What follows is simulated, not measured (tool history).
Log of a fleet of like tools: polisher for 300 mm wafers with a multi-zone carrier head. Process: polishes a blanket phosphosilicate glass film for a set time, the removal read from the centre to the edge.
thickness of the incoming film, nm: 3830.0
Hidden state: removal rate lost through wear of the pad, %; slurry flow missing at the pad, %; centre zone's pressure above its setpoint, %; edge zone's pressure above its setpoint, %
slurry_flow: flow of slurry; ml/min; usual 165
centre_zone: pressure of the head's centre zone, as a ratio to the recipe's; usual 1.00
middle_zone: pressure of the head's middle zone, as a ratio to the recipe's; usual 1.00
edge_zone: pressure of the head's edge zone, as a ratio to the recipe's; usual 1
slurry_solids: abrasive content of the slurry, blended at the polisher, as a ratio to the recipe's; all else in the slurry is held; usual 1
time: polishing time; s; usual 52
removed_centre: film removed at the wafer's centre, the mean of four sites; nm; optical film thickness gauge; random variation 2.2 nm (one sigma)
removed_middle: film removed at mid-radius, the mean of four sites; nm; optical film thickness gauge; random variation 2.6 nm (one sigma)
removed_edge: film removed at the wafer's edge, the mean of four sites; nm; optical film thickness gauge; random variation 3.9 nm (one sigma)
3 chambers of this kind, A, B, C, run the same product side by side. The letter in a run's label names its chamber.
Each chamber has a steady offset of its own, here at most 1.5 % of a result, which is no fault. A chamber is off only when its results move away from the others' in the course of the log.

run,hour,slurry_flow,centre_zone,middle_zone,edge_zone,slurry_solids,time,wafers polished on this pad,hours since the slurry nozzle was cleaned,hours since the centre zone pressure was calibrated,hours since the edge zone pressure was calibrated,removed_centre,removed_middle,removed_edge
1B,7.9,165,1.00,1.00,1,1,52,411,644.5,1292.0,217.1,268.04,270.77,273.01
2A,19.6,165,1.00,1.00,1,1,52,380,189.7,827.2,694.8,272.18,271.38,280.87
3C,24.9,165,1.00,1.00,1,1,52,1040,581.6,979.8,387.4,269.56,275.57,270.43
4B,34.6,165,1.00,1.00,1,1,52,643,671.2,1318.7,243.8,270.53,270.82,274.37
5C,43.2,165,1.00,1.00,1,1,52,1199,599.9,998.1,405.7,268.12,274.96,272.14
6A,55.2,165,1.00,1.00,1,1,52,690,225.3,862.8,730.4,273.06,276.33,268.05
7C,65.0,165,1.00,1.00,1,1,52,1389,621.7,1019.9,427.5,264.82,275.20,272.62
# hour 76.0: chamber C: worn pad replaced by a new one
8B,76.4,165,1.00,1.00,1,1,52,1007,713.0,1360.5,285.6,271.12,269.43,279.34
# hour 76.8: chamber A: worn pad replaced by a new one
9A,87.6,165,1.00,1.00,1,1,52,94,257.7,895.2,762.8,270.05,272.39,282.23
10C,99.0,165,1.00,1.00,1,1,52,200,655.7,1053.9,461.5,273.27,274.28,270.05
# hour 105.4: chamber B: worn pad replaced by a new one
11B,106.2,165,1.00,1.00,1,1,52,7,742.8,1390.3,315.4,273.74,272.83,268.61
# hour 111.7: chamber C: slurry nozzle cleaned
12A,114.8,165,1.00,1.00,1,1,52,331,284.9,922.4,790.0,267.84,269.97,276.76
# hour 116.7: chamber A: centre zone pressure recalibrated
13B,125.2,165,1.00,1.00,1,1,52,172,761.8,1409.3,334.4,272.28,274.24,272.65
14A,132.3,165,1.00,1.00,1,1,52,483,302.4,15.6,807.5,294.16,267.40,275.51
15C,138.5,165,1.00,1.00,1,1,52,544,26.9,1093.4,501.0,271.28,271.57,269.03
16C,150.3,165,1.00,1.00,1,1,52,647,38.7,1105.2,512.8,269.97,276.49,267.48
# hour 158.2: chamber A: worn pad replaced by a new one
17A,162.0,210,1.00,1.00,1,1,52,33,332.1,45.3,837.2,307.36,281.91,279.12
# hour 165.1: chamber B: centre zone pressure recalibrated
18B,171.9,210,1.00,1.00,1,1,52,579,808.5,6.9,381.1,284.46,282.93,285.25
19A,178.8,210,1.00,1.00,1,1,52,180,348.9,62.1,854.0,310.59,279.95,283.61
20C,187.0,165,1.00,1.00,1,1,52,966,75.4,1141.9,549.5,270.88,268.92,272.03
21B,193.8,165,1.00,1.00,1,1,52,770,830.4,28.8,403.0,270.35,268.91,279.22
22B,204.8,165,1.00,1.00,1,1,52,865,841.4,39.8,414.0,271.83,266.87,274.63
# hour 211.6: chamber C: edge zone pressure recalibrated
23A,215.5,165,1.00,1.00,1,1,52,499,385.6,98.8,890.7,291.87,268.26,271.66
24C,224.5,165,1.00,1.00,1,1,63,1293,112.9,1179.4,13.0,329.09,338.12,326.60
# hour 226.4: chamber C: worn pad replaced by a new one
25C,236.6,165,1.00,1.00,1,1,63,89,125.0,1191.5,25.1,328.62,337.72,333.69
# hour 238.9: chamber A: worn pad replaced by a new one
26B,242.4,165,1.00,1.00,1,1,63,1193,879.0,77.4,451.6,328.59,328.73,336.40
27A,249.5,165,1.00,1.00,1,1,52,93,419.6,132.8,924.7,293.20,272.14,282.67
28A,255.3,165,1.00,1.00,1,1,52,143,425.4,138.6,930.5,298.14,273.44,274.64
# hour 259.6: chamber B: worn pad replaced by a new one
29B,261.4,165,1.00,1.00,1,1,52,16,898.0,96.4,470.6,273.89,274.82,275.82
30C,270.0,165,1.00,1.00,1,1,52,380,158.4,1224.9,58.5,265.04,276.28,272.39
# hour 274.0: chamber B: slurry nozzle cleaned
31B,278.0,165,1.00,1.00,1,1,52,160,4.1,113.0,487.2,269.21,271.10,265.82
32A,284.5,165,1.12,1.08,1,1,52,397,454.6,167.8,959.7,333.65,296.16,273.13
33C,294.8,165,1.12,1.08,1,1,52,596,183.2,1249.7,83.3,309.96,294.05,270.97
34C,301.3,165,1.12,1.08,1,1,52,652,189.7,1256.2,89.8,307.27,294.26,269.00
35B,308.6,165,1.00,1.00,1,1,52,427,34.7,143.6,517.8,273.45,271.05,276.81
36A,319.5,165,1.00,1.00,1,1,52,702,489.6,202.8,994.7,292.66,267.28,275.61
37B,328.7,165,1.00,1.00,1,1,52,602,54.8,163.7,537.9,274.11,271.11,278.59
# hour 328.9: chamber A: worn pad replaced by a new one
38A,337.3,165,1.00,1.00,1,1,52,73,507.4,220.6,1012.5,296.25,273.92,274.83
39C,348.4,165,1.00,1.00,1,1,52,1062,236.8,1303.3,136.9,270.80,275.73,264.85

Is one chamber off against the others, does the gauge drift, or is nothing wrong? If a chamber is off, say which, and what the likeliest cause is.

A service left chamber A off against the others.
Cause: centre zone's pressure above its setpoint, % = 7.12.

Here are 4 candidates for chamber A's next run, each the usual settings with a change, their results left as question marks. Which one brings its results back in line with what the others give on the usual settings?
In line means no further than this from the other chambers' mean on the usual settings: removed_centre 7.60 nm; removed_middle 9.00 nm; removed_edge 13.00 nm
40A-1,357.1,170,1.06,0.98,0.99,1,53,,,,,?,?,?
40A-2,357.1,165,1.02,0.99,1.00,1,52,,,,,?,?,?
40A-3,357.1,160,0.94,1.02,1.01,1,51,,,,,?,?,?
40A-4,357.1,165,0.98,1.01,1.00,1,52,,,,,?,?,?

The other chambers' mean on the usual settings: removed_centre 270.89 nm; removed_middle 271.57 nm; removed_edge 270.82 nm
run,removed_centre,removed_middle,removed_edge
40A-1,320.58,274.96,280.94
40A-2,299.81,270.95,276.04
40A-3,267.08,271.72,270.97
40A-4,286.91,275.99,275.96
40A-3 brings the chamber back in line.

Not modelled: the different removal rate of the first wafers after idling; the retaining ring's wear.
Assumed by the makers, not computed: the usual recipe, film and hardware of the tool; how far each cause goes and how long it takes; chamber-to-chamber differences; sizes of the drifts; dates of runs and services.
